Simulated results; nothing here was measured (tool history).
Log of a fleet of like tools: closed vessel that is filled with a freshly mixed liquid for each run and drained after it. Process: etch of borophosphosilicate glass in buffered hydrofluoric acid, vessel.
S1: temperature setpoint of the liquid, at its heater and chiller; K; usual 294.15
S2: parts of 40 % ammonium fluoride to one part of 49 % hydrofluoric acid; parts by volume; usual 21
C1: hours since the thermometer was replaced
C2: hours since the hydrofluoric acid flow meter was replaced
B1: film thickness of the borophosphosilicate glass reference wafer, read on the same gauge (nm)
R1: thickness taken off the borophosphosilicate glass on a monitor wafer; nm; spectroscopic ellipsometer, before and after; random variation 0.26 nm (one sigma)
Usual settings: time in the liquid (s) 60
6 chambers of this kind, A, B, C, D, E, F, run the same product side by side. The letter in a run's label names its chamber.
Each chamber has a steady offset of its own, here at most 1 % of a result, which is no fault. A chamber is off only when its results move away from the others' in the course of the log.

run 1E hour=8.9 | S1=294.15 S2=21 time_in_the_liquid_(s)=60 | C1=826.4 C2=1086.1 | B1=70.008 | R1=54.269
run 2B hour=16.2 | S1=294.15 S2=21 time_in_the_liquid_(s)=60 | C1=760.4 C2=269.3 | B1=69.977 | R1=54.586
run 3D hour=32.2 | S1=294.15 S2=21 time_in_the_liquid_(s)=60 | C1=1261.3 C2=1750.6 | B1=70.002 | R1=54.273
run 4A hour=44.3 | S1=294.15 S2=21 time_in_the_liquid_(s)=60 | C1=1342 C2=941.9 | B1=70.011 | R1=54.39
run 5C hour=52.2 | S1=294.15 S2=21 time_in_the_liquid_(s)=60 | C1=784.8 C2=1089.1 | B1=69.996 | R1=53.699
run 6F hour=60.3 | S1=294.15 S2=21 time_in_the_liquid_(s)=60 | C1=188.6 C2=414 | B1=69.989 | R1=54.341
run 7C hour=75.8 | S1=294.15 S2=21 time_in_the_liquid_(s)=60 | C1=808.4 C2=1112.7 | B1=70.014 | R1=54.413
run 8D hour=86.2 | S1=294.15 S2=21 time_in_the_liquid_(s)=60 | C1=1315.3 C2=1804.6 | B1=69.981 | R1=53.69
run 9B hour=93.3 | S1=294.15 S2=21 time_in_the_liquid_(s)=60 | C1=837.5 C2=346.4 | B1=69.97 | R1=54.081
run 10A hour=103.1 | S1=294.15 S2=21 time_in_the_liquid_(s)=60 | C1=1400.8 C2=1000.7 | B1=70.032 | R1=54.813
run 11E hour=111.2 | S1=294.15 S2=21 time_in_the_liquid_(s)=60 | C1=928.7 C2=1188.4 | B1=69.998 | R1=54.484
run 12F hour=125.8 | S1=294.15 S2=21 time_in_the_liquid_(s)=30 | C1=254.1 C2=479.5 | B1=69.998 | R1=26.985
run 13C hour=138.8 | S1=294.15 S2=21 time_in_the_liquid_(s)=30 | C1=871.4 C2=1175.7 | B1=70.017 | R1=26.937
run 14E hour=148.9 | S1=294.15 S2=21 time_in_the_liquid_(s)=30 | C1=966.4 C2=1226.1 | B1=70.007 | R1=27.003
run 15F hour=156.6 | S1=294.15 S2=21 time_in_the_liquid_(s)=30 | C1=284.9 C2=510.3 | B1=69.981 | R1=26.84
run 16A hour=167.4 | S1=294.15 S2=21 time_in_the_liquid_(s)=30 | C1=1465.1 C2=1065 | B1=70.001 | R1=27.399
run 17D hour=176.4 | S1=294.15 S2=21 time_in_the_liquid_(s)=30 | C1=1405.5 C2=1894.8 | B1=70 | R1=27.063
run 18B hour=183.4 | S1=294.15 S2=21 time_in_the_liquid_(s)=60 | C1=927.6 C2=436.5 | B1=70.003 | R1=54.338
run 19D hour=198.9 | S1=291.15 S2=21 time_in_the_liquid_(s)=60 | C1=1428 C2=1917.3 | B1=70.03 | R1=45.806
-- hour=209.5 chamber D: thermometer replaced
run 20A hour=214.5 | S1=291.15 S2=21 time_in_the_liquid_(s)=60 | C1=1512.2 C2=1112.1 | B1=69.98 | R1=46.547
run 21E hour=223 | S1=291.15 S2=21 time_in_the_liquid_(s)=60 | C1=1040.5 C2=1300.2 | B1=70.02 | R1=46.37
run 22F hour=234.4 | S1=291.15 S2=21 time_in_the_liquid_(s)=60 | C1=362.7 C2=588.1 | B1=70.043 | R1=45.835
run 23B hour=243.1 | S1=291.15 S2=21 time_in_the_liquid_(s)=60 | C1=987.3 C2=496.2 | B1=69.956 | R1=45.883
run 24C hour=255.4 | S1=291.15 S2=21 time_in_the_liquid_(s)=60 | C1=988 C2=1292.3 | B1=69.996 | R1=46.185
run 25B hour=264.7 | S1=294.15 S2=21 time_in_the_liquid_(s)=60 | C1=1008.9 C2=517.8 | B1=69.994 | R1=54.357
-- hour=272.1 chamber C: hydrofluoric acid flow meter replaced
run 26C hour=280.8 | S1=294.15 S2=26 time_in_the_liquid_(s)=95 | C1=1013.4 C2=8.8 | B1=69.994 | R1=74.235
run 27F hour=296.5 | S1=294.15 S2=26 time_in_the_liquid_(s)=95 | C1=424.8 C2=650.2 | B1=70.005 | R1=74.43
run 28A hour=304.4 | S1=294.15 S2=26 time_in_the_liquid_(s)=95 | C1=1602.1 C2=1202 | B1=69.999 | R1=76.234
run 29D hour=311.8 | S1=294.15 S2=26 time_in_the_liquid_(s)=95 | C1=102.3 C2=2030.2 | B1=69.994 | R1=74.049
run 30E hour=321 | S1=294.15 S2=26 time_in_the_liquid_(s)=95 | C1=1138.5 C2=1398.2 | B1=70.018 | R1=73.659
run 31A hour=336.5 | S1=294.15 S2=26 time_in_the_liquid_(s)=95 | C1=1634.2 C2=1234.1 | B1=69.993 | R1=77.048
-- hour=344.2 chamber E: hydrofluoric acid flow meter replaced
run 32B hour=347.3 | S1=297.15 S2=21 time_in_the_liquid_(s)=40 | C1=1091.5 C2=600.4 | B1=70.03 | R1=42.815
run 33C hour=356.9 | S1=297.15 S2=21 time_in_the_liquid_(s)=40 | C1=1089.5 C2=84.9 | B1=69.977 | R1=42.256
run 34D hour=372.8 | S1=297.15 S2=21 time_in_the_liquid_(s)=40 | C1=163.3 C2=2091.2 | B1=70.016 | R1=42.611
run 35E hour=388.5 | S1=297.15 S2=21 time_in_the_liquid_(s)=40 | C1=1206 C2=44.3 | B1=69.988 | R1=42.66
run 36F hour=400.1 | S1=297.15 S2=21 time_in_the_liquid_(s)=40 | C1=528.4 C2=753.8 | B1=70.025 | R1=42.49
run 37C hour=415.8 | S1=297.15 S2=21 time_in_the_liquid_(s)=40 | C1=1148.4 C2=143.8 | B1=70.004 | R1=42.391

All 6 chambers run these settings next. Forecast each chamber's results:
run 38A hour=427.4 | S1=294.15 S2=21 time_in_the_liquid_(s)=80 | R1=?
run 38B hour=427.4 | S1=294.15 S2=21 time_in_the_liquid_(s)=80 | R1=?
run 38C hour=427.4 | S1=294.15 S2=21 time_in_the_liquid_(s)=80 | R1=?
run 38D hour=427.4 | S1=294.15 S2=21 time_in_the_liquid_(s)=80 | R1=?
run 38E hour=427.4 | S1=294.15 S2=21 time_in_the_liquid_(s)=80 | R1=?
run 38F hour=427.4 | S1=294.15 S2=21 time_in_the_liquid_(s)=80 | R1=?

run=38A R1=76.378
run=38B R1=72.49
run=38C R1=72.119
run=38D R1=72.813
run=38E R1=73
run=38F R1=72.155
